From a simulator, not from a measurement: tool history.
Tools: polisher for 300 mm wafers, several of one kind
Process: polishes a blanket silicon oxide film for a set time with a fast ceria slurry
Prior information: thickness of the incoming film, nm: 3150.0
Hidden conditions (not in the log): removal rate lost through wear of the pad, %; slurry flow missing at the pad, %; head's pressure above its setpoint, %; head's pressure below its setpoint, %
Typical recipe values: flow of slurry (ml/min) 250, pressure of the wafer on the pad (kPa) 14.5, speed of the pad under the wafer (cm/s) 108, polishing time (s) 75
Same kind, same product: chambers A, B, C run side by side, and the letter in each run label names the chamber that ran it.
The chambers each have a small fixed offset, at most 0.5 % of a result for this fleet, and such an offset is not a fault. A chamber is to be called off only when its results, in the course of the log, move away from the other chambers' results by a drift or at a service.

| run | hour | flow of slurry (ml/min) | pressure of the wafer on the pad (kPa) | speed of the pad under the wafer (cm/s) | polishing time (s) | wafers polished on this pad | hours since the slurry nozzle was cleaned | hours since the head pressure was calibrated | film removed (angstrom) |
|---|---|---|---|---|---|---|---|---|---|
| 1C | 7 | 250 | 14.5 | 108 | 75 | 100 | 424.9 | 170.1 | 9759.3 |
| 2A | 12.9 | 250 | 14.5 | 108 | 75 | 325 | 61.1 | 22.4 | 9799.6 |
| 3B | 19.6 | 250 | 14.5 | 108 | 75 | 1276 | 440 | 344.8 | 9919.6 |
| 4C | 30.9 | 250 | 14.5 | 108 | 75 | 421 | 448.8 | 194 | 9828.1 |
|  | 32 | chamber B: worn pad replaced by a new one |
| 5A | 41.4 | 250 | 14.5 | 108 | 75 | 709 | 89.6 | 50.9 | 9815.2 |
| 6B | 47.4 | 250 | 14.5 | 108 | 75 | 207 | 467.8 | 372.6 | 9818 |
| 7B | 57.6 | 250 | 14.5 | 108 | 75 | 345 | 478 | 382.8 | 9775.7 |
|  | 60.2 | chamber B: slurry nozzle cleaned |
|  | 60.4 | chamber C: worn pad replaced by a new one |
| 8A | 64.3 | 250 | 14.5 | 108 | 75 | 1017 | 112.5 | 73.8 | 9754.8 |
| 9C | 73.1 | 250 | 14.5 | 108 | 75 | 171 | 491 | 236.2 | 9852.2 |
|  | 76.6 | chamber A: worn pad replaced by a new one |
| 10A | 79.2 | 250 | 14.5 | 108 | 75 | 35 | 127.4 | 88.7 | 9816.4 |
| 11C | 85.4 | 250 | 14.5 | 108 | 89 | 336 | 503.3 | 248.5 | 11651 |
| 12B | 97 | 250 | 14.5 | 108 | 89 | 875 | 36.9 | 422.2 | 11211 |
| 13B | 108.2 | 250 | 14.5 | 108 | 89 | 1026 | 48.1 | 433.4 | 11268 |
| 14C | 115.6 | 250 | 14.5 | 108 | 75 | 743 | 533.5 | 278.7 | 9826.6 |
|  | 117.9 | chamber C: worn pad replaced by a new one |
| 15A | 124.3 | 250 | 14.5 | 108 | 75 | 643 | 172.5 | 133.8 | 9835.8 |
| 16C | 135 | 250 | 14.5 | 108 | 75 | 231 | 552.9 | 298.1 | 9783 |
|  | 142.2 | chamber B: worn pad replaced by a new one |
| 17B | 142.8 | 310 | 14.5 | 108 | 84 | 8 | 82.7 | 468 | 10703 |
| 18A | 149 | 310 | 14.5 | 108 | 84 | 975 | 197.2 | 158.5 | 11145 |
| 19A | 155.7 | 310 | 14.5 | 108 | 84 | 1065 | 203.9 | 165.2 | 11134 |
| 20C | 167.2 | 250 | 14.5 | 108 | 75 | 665 | 585.1 | 330.3 | 9755.1 |
|  | 167.5 | chamber A: worn pad replaced by a new one |
|  | 172.4 | chamber C: worn pad replaced by a new one |
| 21B | 175.1 | 250 | 14.5 | 108 | 75 | 443 | 115 | 500.3 | 9250.6 |
| 22C | 180.7 | 250 | 14.5 | 108 | 75 | 112 | 598.6 | 343.8 | 9780.5 |
| 23B | 192.1 | 250 | 14.5 | 108 | 75 | 672 | 132 | 517.3 | 9165.6 |
| 24A | 203.3 | 250 | 14.5 | 108 | 75 | 482 | 251.5 | 212.8 | 9762.4 |
| 25A | 212.1 | 250 | 14.5 | 124 | 75 | 600 | 260.3 | 221.6 | 11241 |
| 26B | 223.8 | 250 | 14.5 | 124 | 75 | 1099 | 163.7 | 549 | 10367 |
| 27C | 231.9 | 250 | 14.5 | 124 | 75 | 802 | 649.8 | 395 | 11239 |
|  | 235 | chamber C: worn pad replaced by a new one |
| 28C | 238.5 | 250 | 14.5 | 108 | 75 | 48 | 656.4 | 401.6 | 9723 |

Predict what each chamber gives when all 3 of them run the settings below next.
| 29A | 247.4 | 250 | 14.5 | 108 | 58 |  |  |  | ? |
| 29B | 247.4 | 250 | 14.5 | 108 | 58 |  |  |  | ? |
| 29C | 247.4 | 250 | 14.5 | 108 | 58 |  |  |  | ? |

| run | film removed (angstrom) |
|---|---|
| 29A | 7539.3 |
| 29B | 6915.9 |
| 29C | 7637.1 |
